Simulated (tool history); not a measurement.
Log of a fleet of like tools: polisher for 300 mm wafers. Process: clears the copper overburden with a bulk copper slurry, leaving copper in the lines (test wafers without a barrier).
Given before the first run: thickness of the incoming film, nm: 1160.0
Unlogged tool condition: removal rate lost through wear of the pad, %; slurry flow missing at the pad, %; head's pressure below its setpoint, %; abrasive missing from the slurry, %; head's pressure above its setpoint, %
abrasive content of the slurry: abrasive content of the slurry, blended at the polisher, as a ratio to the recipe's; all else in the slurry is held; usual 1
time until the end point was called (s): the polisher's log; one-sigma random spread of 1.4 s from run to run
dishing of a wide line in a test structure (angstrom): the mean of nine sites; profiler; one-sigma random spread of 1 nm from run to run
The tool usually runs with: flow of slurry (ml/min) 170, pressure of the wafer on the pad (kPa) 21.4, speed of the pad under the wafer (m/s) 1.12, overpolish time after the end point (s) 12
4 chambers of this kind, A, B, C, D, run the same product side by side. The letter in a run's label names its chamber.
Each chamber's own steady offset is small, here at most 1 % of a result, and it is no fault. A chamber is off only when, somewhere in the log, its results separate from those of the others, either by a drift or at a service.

run	day	flow of slurry (ml/min)	pressure of the wafer on the pad (kPa)	speed of the pad under the wafer (m/s)	abrasive content of the slurry	overpolish time after the end point (s)	wafers polished on this pad	hours since the slurry nozzle was cleaned	hours since the head pressure was calibrated	hours since the slurry blender was calibrated	time until the end point was called (s)	dishing of a wide line in a test structure (angstrom)
1A	0.329	170	21.4	1.12	1	12	88	228.2	68.7	40.5	99.776	621.84
# day 0.575: chamber D: slurry blender recalibrated
2C	0.883	170	21.4	1.12	1	12	178	748.8	369.7	325.1	102.650	621.14
3B	1.254	170	21.4	1.12	1	12	467	225.8	230.2	85.1	100.480	623.68
# day 1.542: chamber D: worn pad replaced by a new one
4D	1.688	170	21.4	1.12	1	12	27	284.9	72.0	26.7	103.610	613.20
5C	2.054	170	21.4	1.12	1	12	396	776.9	397.8	353.2	101.530	621.30
# day 2.067: chamber B: slurry blender recalibrated
6A	2.583	170	21.4	1.12	1	10	508	282.3	122.8	94.6	101.230	553.36
7D	2.954	170	21.4	1.12	1	10	263	315.3	102.4	57.1	102.600	549.49
# day 3.233: chamber C: slurry nozzle cleaned
8B	3.446	170	21.4	1.12	1	10	875	278.4	282.8	33.2	103.720	556.34
9B	3.858	170	21.4	1.12	1	10	952	288.3	292.7	43.1	101.650	581.66
# day 3.917: chamber C: worn pad replaced by a new one
10D	4.312	170	21.4	1.12	1	12	516	347.9	135.0	89.7	102.310	611.71
# day 4.317: chamber C: slurry blender recalibrated
11A	4.742	170	21.4	1.12	1	12	910	334.1	174.6	146.4	102.270	636.02
# day 4.962: chamber A: worn pad replaced by a new one
12C	5.033	170	21.4	1.12	1	12	208	43.2	469.3	17.2	103.670	629.81
# day 5.167: chamber D: slurry nozzle cleaned
# day 5.425: chamber D: slurry blender recalibrated
13B	5.583	170	21.4	1.12	1	12	1274	329.7	334.1	84.5	101.270	598.29
14D	5.996	170	21.4	1.12	1	12	830	20.0	175.4	13.7	101.580	614.75
15C	6.317	170	16.5	1.12	1	12	447	74.0	500.1	48.0	132.240	522.95
# day 6.375: chamber B: slurry blender recalibrated
# day 6.575: chamber B: worn pad replaced by a new one
16A	6.671	170	16.5	1.12	1	12	318	380.4	220.9	192.7	133.400	513.60
# day 6.683: chamber D: worn pad replaced by a new one
17C	6.962	170	16.5	1.12	1	12	567	89.5	515.6	63.5	133.480	522.09
# day 7.108: chamber A: slurry blender recalibrated
18D	7.354	170	16.5	1.12	1	12	125	52.6	208.0	46.3	131.250	509.58
# day 7.558: chamber C: worn pad replaced by a new one
19A	7.625	170	21.4	1.12	1	12	496	403.3	243.8	12.4	102.820	608.68
20B	8.062	170	21.4	1.12	1	12	277	389.2	393.6	40.5	96.473	632.80
21B	8.492	170	21.4	1.12	1	12	357	399.5	403.9	50.8	97.505	637.29
22A	8.925	170	21.4	1.12	1	12	738	434.5	275.0	43.6	104.730	623.43
23C	9.438	170	21.4	1.12	1	12	350	148.9	575.0	122.9	103.240	636.00
# day 9.575: chamber A: worn pad replaced by a new one
24D	9.842	170	21.4	1.12	1	12	588	112.3	267.7	106.0	102.670	607.97
# day 9.962: chamber D: slurry blender recalibrated
25C	10.329	170	21.4	1.12	1	12	516	170.3	596.4	144.3	105.920	612.33
26B	10.842	170	21.4	1.12	1	12	795	455.9	460.3	107.2	94.002	650.43
27D	11.388	190	21.4	1.12	1	12	876	149.4	304.8	34.3	100.320	599.39
28A	11.950	190	21.4	1.12	1	12	442	507.1	347.6	116.2	99.330	613.74
29A	12.308	190	21.4	1.12	1	12	509	515.7	356.2	124.8	100.050	603.39

Each of the 4 chambers runs these same settings next. Fill in every chamber's results:
30A	12.754	170	21.4	1.40	1	12					?	?
30B	12.754	170	21.4	1.40	1	12					?	?
30C	12.754	170	21.4	1.40	1	12					?	?
30D	12.754	170	21.4	1.40	1	12					?	?

run	time until the end point was called (s)	dishing of a wide line in a test structure (angstrom)
30A	80.782	659.98
30B	73.925	718.34
30C	83.541	682.98
30D	82.728	677.85

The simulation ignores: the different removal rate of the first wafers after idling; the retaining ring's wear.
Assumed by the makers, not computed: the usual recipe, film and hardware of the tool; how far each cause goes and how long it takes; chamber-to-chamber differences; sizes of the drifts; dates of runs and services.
